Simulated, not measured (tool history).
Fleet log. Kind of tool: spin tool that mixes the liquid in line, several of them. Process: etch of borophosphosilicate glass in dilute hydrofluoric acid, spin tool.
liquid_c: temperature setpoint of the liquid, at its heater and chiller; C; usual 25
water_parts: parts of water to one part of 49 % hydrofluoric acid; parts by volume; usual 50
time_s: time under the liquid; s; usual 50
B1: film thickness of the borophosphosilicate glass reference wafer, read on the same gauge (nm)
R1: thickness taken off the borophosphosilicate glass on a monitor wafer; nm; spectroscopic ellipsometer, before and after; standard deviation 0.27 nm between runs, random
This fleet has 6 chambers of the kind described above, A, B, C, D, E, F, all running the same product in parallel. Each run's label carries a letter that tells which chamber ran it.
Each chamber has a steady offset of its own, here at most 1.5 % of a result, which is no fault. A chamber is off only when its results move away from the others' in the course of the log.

Run 1C, hour 13: usual settings; B1 110.01. Result: R1 43.997 nm.
Run 2A, hour 20.8: usual settings; B1 110.02. Result: R1 44.263 nm.
Run 3E, hour 29.1: usual settings; B1 110. Result: R1 43.298 nm.
At hour 40.2: chamber C: hydrofluoric acid flow meter replaced.
Run 4F, hour 44.2: usual settings; B1 110. Result: R1 44.038 nm.
At hour 53.1: chamber A: thermometer replaced.
Run 5B, hour 53.8: usual settings; B1 109.98. Result: R1 42.748 nm.
Run 6D, hour 65.3: usual settings; B1 109.98. Result: R1 43.95 nm.
Run 7A, hour 73.4: usual settings; B1 109.99. Result: R1 44.265 nm.
At hour 76.2: chamber B: thermometer replaced.
At hour 77.2: chamber B: hydrofluoric acid flow meter replaced.
Run 8C, hour 87.1: usual settings; B1 109.98. Result: R1 44.122 nm.
Run 9F, hour 101.9: usual settings; B1 109.99. Result: R1 43.97 nm.
Run 10E, hour 110.6: usual settings; B1 110. Result: R1 43.373 nm.
Run 11D, hour 125: usual settings; B1 109.97. Result: R1 44.066 nm.
Run 12B, hour 132.2: usual settings; B1 109.99. Result: R1 42.679 nm.
Run 13A, hour 139.8: usual settings; B1 110. Result: R1 44.026 nm.
Run 14E, hour 155.7: usual settings; B1 109.99. Result: R1 43.394 nm.
Run 15F, hour 171.8: usual settings; B1 110.02. Result: R1 43.047 nm.
Run 16D, hour 183.8: usual settings but water_parts 65 parts by volume; B1 110. Result: R1 33.096 nm.
Run 17C, hour 199.4: usual settings but water_parts 65 parts by volume; B1 110.02. Result: R1 33.55 nm.
Run 18B, hour 213.2: usual settings but water_parts 65 parts by volume; B1 109.99. Result: R1 32.334 nm.
Run 19C, hour 229.3: usual settings but water_parts 65 parts by volume; B1 109.99. Result: R1 33.115 nm.
At hour 229.6: chamber D: thermometer replaced.
Run 20D, hour 240.9: usual settings but water_parts 65 parts by volume; B1 110.01. Result: R1 32.895 nm.
Run 21E, hour 253.6: usual settings but water_parts 65 parts by volume; B1 110. Result: R1 32.82 nm.
Run 22F, hour 268.7: usual settings; B1 109.98. Result: R1 42.812 nm.
Run 23B, hour 279.8: usual settings; B1 109.99. Result: R1 43.218 nm.
Run 24A, hour 290.1: usual settings; B1 110. Result: R1 44.273 nm.
Run 25D, hour 298.4: usual settings; B1 110. Result: R1 43.997 nm.
Run 26C, hour 308.7: usual settings; B1 110. Result: R1 44.333 nm.
Run 27E, hour 316.3: usual settings; B1 109.99. Result: R1 43.164 nm.
Run 28A, hour 325.3: usual settings; B1 110.01. Result: R1 44.339 nm.
Run 29F, hour 334.5: usual settings; B1 109.99. Result: R1 42.689 nm.
Run 30B, hour 349: usual settings; B1 110.02. Result: R1 43.12 nm.
Run 31B, hour 356.7: usual settings; B1 109.99. Result: R1 43.135 nm.
Run 32D, hour 367.8: usual settings; B1 110.01. Result: R1 43.787 nm.
Run 33E, hour 379.8: usual settings but liquid_c 27.5 C, water_parts 40 parts by volume; B1 109.99. Result: R1 60.671 nm.
Run 34F, hour 396: usual settings but liquid_c 27.5 C, water_parts 40 parts by volume; B1 109.98. Result: R1 57.674 nm.
Run 35A, hour 406.9: usual settings but liquid_c 27.5 C, water_parts 40 parts by volume; B1 109.99. Result: R1 61.47 nm.
Run 36C, hour 419.6: usual settings but liquid_c 27.5 C, water_parts 40 parts by volume; B1 110.02. Result: R1 61.718 nm.

Next, every chamber runs the same settings. What will each give?
Run 37A, hour 431.3: usual settings. Result: R1 ?.
Run 37B, hour 431.3: usual settings. Result: R1 ?.
Run 37C, hour 431.3: usual settings. Result: R1 ?.
Run 37D, hour 431.3: usual settings. Result: R1 ?.
Run 37E, hour 431.3: usual settings. Result: R1 ?.
Run 37F, hour 431.3: usual settings. Result: R1 ?.

run      R1
37A  43.933
37B  42.859
37C  44.455
37D  43.796
37E  43.196
37F  41.477
